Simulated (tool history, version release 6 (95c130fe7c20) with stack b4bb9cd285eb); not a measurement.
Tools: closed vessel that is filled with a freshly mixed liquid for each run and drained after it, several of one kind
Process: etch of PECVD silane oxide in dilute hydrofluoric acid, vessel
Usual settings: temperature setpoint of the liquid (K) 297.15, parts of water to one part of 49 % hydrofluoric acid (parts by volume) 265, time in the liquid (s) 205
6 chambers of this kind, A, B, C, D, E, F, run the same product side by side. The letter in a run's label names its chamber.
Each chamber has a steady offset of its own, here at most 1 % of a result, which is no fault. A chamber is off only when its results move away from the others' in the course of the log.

run	hour	temperature setpoint of the liquid (K)	parts of water to one part of 49 % hydrofluoric acid (parts by volume)	time in the liquid (s)	read-back film thickness of the PECVD silane oxide reference wafer, read on the same gauge (nm)	thickness taken off the PECVD silane oxide on a monitor wafer (nm)
# hour 1.6: chamber F: hydrofluoric acid flow meter replaced
1F	4.2	297.15	265	205	99.965	20.288
2A	6.2	297.15	265	205	100	20.247
3C	8.9	297.15	265	205	100.03	20.229
4B	11.7	297.15	265	205	100.01	19.793
5E	15.6	297.15	265	205	100.01	20.009
# hour 18.6: chamber B: hydrofluoric acid flow meter replaced
6D	19.3	301.65	265	85	100	9.6977
7A	21.8	301.65	265	85	100.01	9.7988
8B	24	301.65	265	85	99.987	9.6271
9F	27	301.65	265	85	99.98	9.8853
10D	31.5	301.65	265	85	100	9.78
11E	35.1	301.65	265	85	99.983	9.6591
12C	38.5	297.15	265	205	99.985	20
13B	42.5	297.15	265	205	99.99	19.98
14E	46	297.15	265	205	100	20.081
15F	48	297.15	265	205	100.02	20.315
16C	50.7	297.15	265	205	100.02	20.261
17A	54.4	293.65	265	315	100	27.476
18D	56.4	293.65	265	315	99.984	27.261
19B	59.8	293.65	265	315	99.993	26.973
20A	63.1	293.65	265	315	99.992	27.383
21F	66.1	293.65	265	315	99.98	27.513
22E	68.8	293.65	265	315	99.992	27.669
23D	71.6	297.15	265	205	99.957	20.014
24C	75.6	297.15	265	205	99.996	20.243
25E	78.1	297.15	265	205	100.01	20.558
26D	82.2	297.15	265	205	100.03	20.056
27C	85.4	297.15	265	205	100.01	20.329
28B	88.2	297.15	265	205	99.996	20.09
29F	91.3	297.15	265	205	100.02	20.313
30A	94.4	297.15	265	205	99.994	20.349
31A	97.7	297.15	265	205	99.97	20.169
32D	99.7	297.15	265	110	99.997	10.752
33E	101.7	297.15	265	110	100.02	11.2
34F	104.9	297.15	265	110	100	10.936
35C	108.4	297.15	265	110	100.04	10.788
36B	110.9	297.15	265	110	99.999	10.776
37C	114.1	297.15	265	110	100	10.9

Is one chamber off against the others, does the gauge drift, or is nothing wrong? If a chamber is off, say which, and what the likeliest cause is.

Chamber E drifts away from the others.
Cause: liquid hotter than its thermometer reads (K) = 1.68.
The log may not tell that from: hydrofluoric acid flow above the setpoint (%).

Here are 4 candidates for chamber E's next run, each the usual settings with a change, their results left as question marks. Which one brings its results back in line with what the others give on the usual settings?
In line means no further than this from the other chambers' mean on the usual settings: thickness taken off the PECVD silane oxide on a monitor wafer (nm) 0.35
38E-1	117.3	299.65	265	205		?
38E-2	117.3	294.65	265	205		?
38E-3	117.3	297.15	275	205		?
38E-4	117.3	297.15	260	210		?

The other chambers' mean on the usual settings: thickness taken off the PECVD silane oxide on a monitor wafer (nm) 20.129
run	thickness taken off the PECVD silane oxide on a monitor wafer (nm)
38E-1	23.166
38E-2	19.518
38E-3	20.295
38E-4	22.358
38E-3 brings the chamber back in line.
